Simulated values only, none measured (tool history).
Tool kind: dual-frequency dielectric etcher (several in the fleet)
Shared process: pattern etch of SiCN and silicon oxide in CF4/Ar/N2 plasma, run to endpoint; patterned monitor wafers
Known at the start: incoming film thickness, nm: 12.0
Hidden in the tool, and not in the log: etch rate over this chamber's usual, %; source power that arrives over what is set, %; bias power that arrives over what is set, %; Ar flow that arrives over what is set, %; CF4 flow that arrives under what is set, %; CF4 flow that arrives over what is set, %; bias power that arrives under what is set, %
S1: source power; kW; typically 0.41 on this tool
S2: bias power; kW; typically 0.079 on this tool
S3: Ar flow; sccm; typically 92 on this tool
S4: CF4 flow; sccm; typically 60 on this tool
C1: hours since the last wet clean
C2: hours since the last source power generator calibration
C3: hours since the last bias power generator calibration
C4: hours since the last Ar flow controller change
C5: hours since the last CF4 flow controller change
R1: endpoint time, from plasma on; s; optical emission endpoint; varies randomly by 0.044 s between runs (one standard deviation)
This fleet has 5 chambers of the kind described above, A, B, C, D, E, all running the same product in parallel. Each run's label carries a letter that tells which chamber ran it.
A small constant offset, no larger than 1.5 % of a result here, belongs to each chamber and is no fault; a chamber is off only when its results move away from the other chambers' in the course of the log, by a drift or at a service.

run,hour,S1,S2,S3,S4,C1,C2,C3,C4,C5,R1
1C,10.1,0.41,0.079,92,60,427.4,2265.6,3553.3,1900.1,520.6,14.795
2B,25.9,0.41,0.079,92,60,178.8,910,754.2,1670.7,850,14.66
# hour 27.1: chamber C: wet clean of the chamber
3E,40.6,0.41,0.079,92,60,469.2,1330.1,1744.4,4647.6,2118.1,14.752
4D,50.2,0.41,0.079,92,60,564.5,1195.2,1667.7,3410.8,3697.4,14.863
5A,65.5,0.41,0.079,92,60,283.1,527.6,1689.1,1585.3,420.9,14.918
6E,77.6,0.41,0.079,92,60,506.2,1367.1,1781.4,4684.6,2155.1,14.875
7A,87.3,0.41,0.079,92,60,304.9,549.4,1710.9,1607.1,442.7,14.904
8C,98.5,0.41,0.079,92,60,71.4,2354,3641.7,1988.5,609,14.747
9B,114.8,0.41,0.079,92,60,267.7,998.9,843.1,1759.6,938.9,14.661
10D,123.5,0.41,0.079,92,60,637.8,1268.5,1741,3484.1,3770.7,14.835
11E,133.8,0.41,0.079,92,60,562.4,1423.3,1837.6,4740.8,2211.3,14.716
12C,146.6,0.41,0.079,92,60,119.5,2402.1,3689.8,2036.6,657.1,14.841
# hour 154.9: chamber D: wet clean of the chamber
13D,162.8,0.41,0.079,92,60,7.9,1307.8,1780.3,3523.4,3810,14.794
14B,178.8,0.41,0.079,92,60,331.7,1062.9,907.1,1823.6,1002.9,14.699
15A,189.3,0.41,0.079,92,60,406.9,651.4,1812.9,1709.1,544.7,14.792
16A,197.1,0.41,0.079,92,60,414.7,659.2,1820.7,1716.9,552.5,14.834
# hour 203.6: chamber D: CF4 flow controller replaced
17C,212.5,0.41,0.079,92,60,185.4,2468,3755.7,2102.5,723,14.731
18B,227.7,0.41,0.079,92,60,380.6,1111.8,956,1872.5,1051.8,14.704
# hour 237.8: chamber E: wet clean of the chamber
19E,242.2,0.41,0.079,92,60,4.4,1531.7,1946,4849.2,2319.7,14.82
20D,255.8,0.41,0.079,92,60,100.9,1400.8,1873.3,3616.4,52.3,14.859
21A,265.4,0.41,0.079,92,60,483,727.5,1889,1785.2,620.8,14.593
22C,277.1,0.41,0.079,92,60,250,2532.6,3820.3,2167.1,787.6,14.748
23E,285.2,0.48,0.079,92,60,47.4,1574.7,1989,4892.2,2362.7,12.868
24D,296.5,0.48,0.079,92,60,141.6,1441.5,1914,3657.1,93,12.881
25B,307.6,0.48,0.079,92,60,460.5,1191.7,1035.9,1952.4,1131.7,12.825
26A,319.6,0.48,0.079,92,60,537.2,781.7,1943.2,1839.4,675,12.684
# hour 321.2: chamber B: wet clean of the chamber
27E,330.4,0.48,0.079,92,60,92.6,1619.9,2034.2,4937.4,2407.9,12.867
28D,338.9,0.41,0.079,92,60,184,1483.9,1956.4,3699.5,135.4,14.902
29B,354,0.41,0.079,92,60,32.9,1238.1,1082.3,1998.8,1178.1,14.675
30C,365.6,0.41,0.079,92,60,338.5,2621.1,3908.8,2255.6,876.1,14.835
31C,375,0.41,0.079,92,60,347.9,2630.5,3918.2,2265,885.5,14.776
32D,388.1,0.41,0.079,92,60,233.2,1533.1,2005.6,3748.7,184.6,14.862
33B,398.2,0.41,0.079,92,60,77.1,1282.3,1126.5,2043,1222.3,14.705

All 5 chambers run these settings next. Forecast each chamber's results:
34A,410,0.41,0.079,92,66,,,,,,?
34B,410,0.41,0.079,92,66,,,,,,?
34C,410,0.41,0.079,92,66,,,,,,?
34D,410,0.41,0.079,92,66,,,,,,?
34E,410,0.41,0.079,92,66,,,,,,?

run,R1
34A,14.254
34B,14.561
34C,14.627
34D,14.722
34E,14.588

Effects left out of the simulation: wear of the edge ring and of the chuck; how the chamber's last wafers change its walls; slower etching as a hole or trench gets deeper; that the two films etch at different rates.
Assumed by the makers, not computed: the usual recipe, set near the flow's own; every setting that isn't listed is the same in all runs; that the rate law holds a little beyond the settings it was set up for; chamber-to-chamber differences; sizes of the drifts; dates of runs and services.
